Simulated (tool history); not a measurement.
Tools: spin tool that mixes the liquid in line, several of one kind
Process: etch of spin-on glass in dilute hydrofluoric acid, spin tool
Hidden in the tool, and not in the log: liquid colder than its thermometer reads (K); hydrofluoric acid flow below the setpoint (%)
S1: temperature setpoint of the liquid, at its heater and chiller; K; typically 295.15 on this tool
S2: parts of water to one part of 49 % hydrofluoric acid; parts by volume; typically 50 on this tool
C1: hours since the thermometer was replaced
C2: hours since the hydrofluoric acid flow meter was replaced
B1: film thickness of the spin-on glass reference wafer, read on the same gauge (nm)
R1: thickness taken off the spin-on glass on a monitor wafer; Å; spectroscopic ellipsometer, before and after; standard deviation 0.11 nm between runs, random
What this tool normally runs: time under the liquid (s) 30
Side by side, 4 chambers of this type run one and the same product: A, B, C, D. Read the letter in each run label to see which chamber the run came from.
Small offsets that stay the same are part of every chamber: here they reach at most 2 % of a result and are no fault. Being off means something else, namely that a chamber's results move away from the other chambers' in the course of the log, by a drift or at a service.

run 1D day=0.192 | S1=295.15 S2=50 time_under_the_liquid_(s)=30 | C1=422.2 C2=776.5 | B1=70.005 | R1=271.38
run 2B day=0.383 | S1=295.15 S2=50 time_under_the_liquid_(s)=30 | C1=190.0 C2=207.8 | B1=69.955 | R1=269.69
run 3C day=0.562 | S1=295.15 S2=50 time_under_the_liquid_(s)=30 | C1=1455.8 C2=622.8 | B1=69.966 | R1=272.70
run 4A day=0.775 | S1=295.15 S2=50 time_under_the_liquid_(s)=30 | C1=515.5 C2=440.3 | B1=69.957 | R1=268.43
run 5C day=0.908 | S1=295.15 S2=50 time_under_the_liquid_(s)=30 | C1=1464.1 C2=631.1 | B1=70.045 | R1=272.47
run 6D day=1.121 | S1=295.15 S2=50 time_under_the_liquid_(s)=30 | C1=444.5 C2=798.8 | B1=70.000 | R1=269.64
run 7B day=1.300 | S1=295.15 S2=50 time_under_the_liquid_(s)=30 | C1=212.0 C2=229.8 | B1=69.999 | R1=271.76
run 8A day=1.471 | S1=295.15 S2=50 time_under_the_liquid_(s)=30 | C1=532.2 C2=457.0 | B1=69.966 | R1=267.36
run 9D day=1.642 | S1=295.15 S2=50 time_under_the_liquid_(s)=30 | C1=457.0 C2=811.3 | B1=69.967 | R1=269.00
run 10B day=1.817 | S1=295.15 S2=40 time_under_the_liquid_(s)=45 | C1=224.4 C2=242.2 | B1=69.983 | R1=514.02
run 11A day=1.954 | S1=295.15 S2=40 time_under_the_liquid_(s)=45 | C1=543.8 C2=468.6 | B1=70.001 | R1=505.29
run 12C day=2.096 | S1=295.15 S2=40 time_under_the_liquid_(s)=45 | C1=1492.6 C2=659.6 | B1=69.960 | R1=514.88
run 13A day=2.300 | S1=295.15 S2=40 time_under_the_liquid_(s)=45 | C1=552.1 C2=476.9 | B1=69.991 | R1=505.64
run 14C day=2.433 | S1=295.15 S2=50 time_under_the_liquid_(s)=30 | C1=1500.7 C2=667.7 | B1=70.042 | R1=269.21
run 15B day=2.633 | S1=295.15 S2=50 time_under_the_liquid_(s)=30 | C1=244.0 C2=261.8 | B1=70.010 | R1=269.08
run 16D day=2.775 | S1=295.15 S2=50 time_under_the_liquid_(s)=30 | C1=484.2 C2=838.5 | B1=70.015 | R1=269.18
run 17C day=2.904 | S1=295.15 S2=30 time_under_the_liquid_(s)=30 | C1=1512.0 C2=679.0 | B1=70.007 | R1=461.20
run 18B day=3.075 | S1=295.15 S2=30 time_under_the_liquid_(s)=30 | C1=254.6 C2=272.4 | B1=70.041 | R1=465.09
run 19A day=3.188 | S1=295.15 S2=30 time_under_the_liquid_(s)=30 | C1=573.4 C2=498.2 | B1=70.016 | R1=451.73
run 20D day=3.300 | S1=295.15 S2=30 time_under_the_liquid_(s)=30 | C1=496.8 C2=851.1 | B1=69.974 | R1=458.10
run 21C day=3.412 | S1=295.15 S2=50 time_under_the_liquid_(s)=30 | C1=1524.2 C2=691.2 | B1=69.962 | R1=270.59
run 22B day=3.542 | S1=295.15 S2=50 time_under_the_liquid_(s)=30 | C1=265.8 C2=283.6 | B1=70.004 | R1=270.47
run 23A day=3.733 | S1=295.15 S2=50 time_under_the_liquid_(s)=30 | C1=586.5 C2=511.3 | B1=70.000 | R1=266.99
run 24D day=3.858 | S1=295.15 S2=50 time_under_the_liquid_(s)=30 | C1=510.2 C2=864.5 | B1=69.998 | R1=270.34
run 25C day=3.971 | S1=292.15 S2=65 time_under_the_liquid_(s)=30 | C1=1537.6 C2=704.6 | B1=70.004 | R1=182.12
run 26A day=4.158 | S1=292.15 S2=65 time_under_the_liquid_(s)=30 | C1=596.7 C2=521.5 | B1=70.021 | R1=178.16
run 27B day=4.267 | S1=292.15 S2=65 time_under_the_liquid_(s)=30 | C1=283.2 C2=301.0 | B1=69.990 | R1=180.38
run 28D day=4.421 | S1=292.15 S2=65 time_under_the_liquid_(s)=30 | C1=523.7 C2=878.0 | B1=70.011 | R1=178.97
run 29D day=4.571 | S1=295.15 S2=50 time_under_the_liquid_(s)=30 | C1=527.3 C2=881.6 | B1=69.950 | R1=268.92
run 30B day=4.704 | S1=295.15 S2=50 time_under_the_liquid_(s)=30 | C1=293.7 C2=311.5 | B1=69.996 | R1=271.64
run 31C day=4.921 | S1=295.15 S2=50 time_under_the_liquid_(s)=30 | C1=1560.4 C2=727.4 | B1=70.010 | R1=271.64
run 32A day=5.138 | S1=295.15 S2=50 time_under_the_liquid_(s)=30 | C1=620.2 C2=545.0 | B1=70.031 | R1=263.24
run 33A day=5.338 | S1=295.15 S2=50 time_under_the_liquid_(s)=30 | C1=625.0 C2=549.8 | B1=69.989 | R1=265.90
run 34C day=5.492 | S1=295.15 S2=50 time_under_the_liquid_(s)=30 | C1=1574.1 C2=741.1 | B1=69.996 | R1=270.77
run 35B day=5.675 | S1=295.15 S2=50 time_under_the_liquid_(s)=30 | C1=317.0 C2=334.8 | B1=69.962 | R1=270.02
run 36D day=5.838 | S1=295.15 S2=35 time_under_the_liquid_(s)=20 | C1=557.7 C2=912.0 | B1=70.000 | R1=261.50
run 37A day=6.029 | S1=295.15 S2=35 time_under_the_liquid_(s)=20 | C1=641.6 C2=566.4 | B1=70.018 | R1=258.87
run 38D day=6.242 | S1=295.15 S2=35 time_under_the_liquid_(s)=20 | C1=567.4 C2=921.7 | B1=70.000 | R1=261.86
run 39B day=6.383 | S1=295.15 S2=35 time_under_the_liquid_(s)=20 | C1=334.0 C2=351.8 | B1=69.977 | R1=262.94
run 40C day=6.579 | S1=295.15 S2=50 time_under_the_liquid_(s)=30 | C1=1600.2 C2=767.2 | B1=70.035 | R1=271.89
run 41B day=6.750 | S1=295.15 S2=50 time_under_the_liquid_(s)=30 | C1=342.8 C2=360.6 | B1=70.020 | R1=271.68

Has any chamber moved away from the others, gradually or after a service, or does the common gauge drift, or do the chambers differ only by their own small steady offsets? State the chamber and the most likely cause if one applies.

Neither any chamber nor the gauge drifts; the chambers differ only by their own small, steady offsets.

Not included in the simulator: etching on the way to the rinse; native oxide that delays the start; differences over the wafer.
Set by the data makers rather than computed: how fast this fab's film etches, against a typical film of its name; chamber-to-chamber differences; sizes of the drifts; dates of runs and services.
